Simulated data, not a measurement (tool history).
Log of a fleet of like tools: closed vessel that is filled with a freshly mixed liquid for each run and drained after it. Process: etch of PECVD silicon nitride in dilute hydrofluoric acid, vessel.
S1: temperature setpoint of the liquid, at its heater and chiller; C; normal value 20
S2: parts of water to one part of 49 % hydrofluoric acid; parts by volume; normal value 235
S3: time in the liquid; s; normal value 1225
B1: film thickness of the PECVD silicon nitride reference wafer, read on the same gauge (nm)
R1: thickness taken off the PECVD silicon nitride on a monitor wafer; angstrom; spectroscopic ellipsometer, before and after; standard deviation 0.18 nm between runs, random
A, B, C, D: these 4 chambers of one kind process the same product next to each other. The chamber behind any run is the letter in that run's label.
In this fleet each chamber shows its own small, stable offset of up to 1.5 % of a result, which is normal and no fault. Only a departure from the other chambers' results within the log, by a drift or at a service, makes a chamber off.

run 1D hour=5.2 | S1=20 S2=235 S3=1225 | B1=140 | R1=220.48
run 2C hour=12.7 | S1=20 S2=235 S3=1225 | B1=140 | R1=221.11
run 3A hour=16.9 | S1=20 S2=235 S3=1225 | B1=140.01 | R1=222.21
run 4B hour=24.3 | S1=20 S2=235 S3=1225 | B1=140 | R1=220.24
run 5A hour=30.8 | S1=20 S2=235 S3=1225 | B1=140 | R1=223.8
run 6B hour=38.5 | S1=17.5 S2=235 S3=1745 | B1=140 | R1=266.99
run 7D hour=43.4 | S1=17.5 S2=235 S3=1745 | B1=139.99 | R1=267.61
run 8C hour=50 | S1=17.5 S2=235 S3=1745 | B1=140.01 | R1=263.17
run 9C hour=57.3 | S1=17.5 S2=235 S3=1745 | B1=139.99 | R1=266.91
run 10B hour=65.9 | S1=20 S2=235 S3=1225 | B1=139.99 | R1=222.57
run 11D hour=72.3 | S1=20 S2=235 S3=1225 | B1=140 | R1=221.51
run 12A hour=77.1 | S1=20 S2=235 S3=1225 | B1=139.98 | R1=222.02
run 13B hour=85.5 | S1=20 S2=235 S3=1225 | B1=140 | R1=220.74
run 14A hour=90.1 | S1=20 S2=235 S3=1225 | B1=140 | R1=220.32
run 15C hour=96.2 | S1=20 S2=235 S3=1225 | B1=140 | R1=216.78
run 16D hour=101.8 | S1=20 S2=235 S3=1225 | B1=139.99 | R1=218.7
run 17C hour=110.4 | S1=20 S2=235 S3=1225 | B1=140 | R1=218.55
-- hour=115 chamber A: hydrofluoric acid flow meter replaced
run 18A hour=116.5 | S1=22.5 S2=235 S3=510 | B1=139.99 | R1=106.96
-- hour=116.7 chamber B: hydrofluoric acid flow meter replaced
-- hour=119.6 chamber C: hydrofluoric acid flow meter replaced
run 19D hour=125.1 | S1=22.5 S2=235 S3=510 | B1=140 | R1=109.85
run 20B hour=133.6 | S1=22.5 S2=235 S3=510 | B1=139.99 | R1=108.74
run 21C hour=137.9 | S1=22.5 S2=235 S3=510 | B1=140 | R1=106.08
-- hour=142.2 chamber B: thermometer replaced
run 22B hour=143.8 | S1=20 S2=235 S3=1225 | B1=140.01 | R1=223.29
run 23D hour=151.8 | S1=20 S2=235 S3=1225 | B1=140 | R1=220.4
run 24A hour=158.4 | S1=20 S2=235 S3=1225 | B1=140 | R1=222.79
run 25D hour=162.3 | S1=20 S2=280 S3=1830 | B1=139.99 | R1=277.9
run 26C hour=171.1 | S1=20 S2=280 S3=1830 | B1=140.01 | R1=270.41
run 27B hour=178.3 | S1=20 S2=280 S3=1830 | B1=140.03 | R1=281.27
run 28A hour=184.6 | S1=20 S2=280 S3=1830 | B1=139.99 | R1=278.17
run 29B hour=193.1 | S1=20 S2=235 S3=1225 | B1=139.99 | R1=220.4
run 30A hour=197.4 | S1=20 S2=235 S3=705 | B1=139.99 | R1=127.83
run 31D hour=205.4 | S1=20 S2=235 S3=705 | B1=140.01 | R1=128.16
run 32C hour=212.2 | S1=20 S2=235 S3=705 | B1=140 | R1=126.39
run 33A hour=216.2 | S1=20 S2=235 S3=705 | B1=139.98 | R1=130.33

Is one chamber off against the others, does the gauge drift, or is nothing wrong? If a chamber is off, say which, and what the likeliest cause is.

No chamber is off and the gauge is stable; the differences are just each chamber's small, constant offset.

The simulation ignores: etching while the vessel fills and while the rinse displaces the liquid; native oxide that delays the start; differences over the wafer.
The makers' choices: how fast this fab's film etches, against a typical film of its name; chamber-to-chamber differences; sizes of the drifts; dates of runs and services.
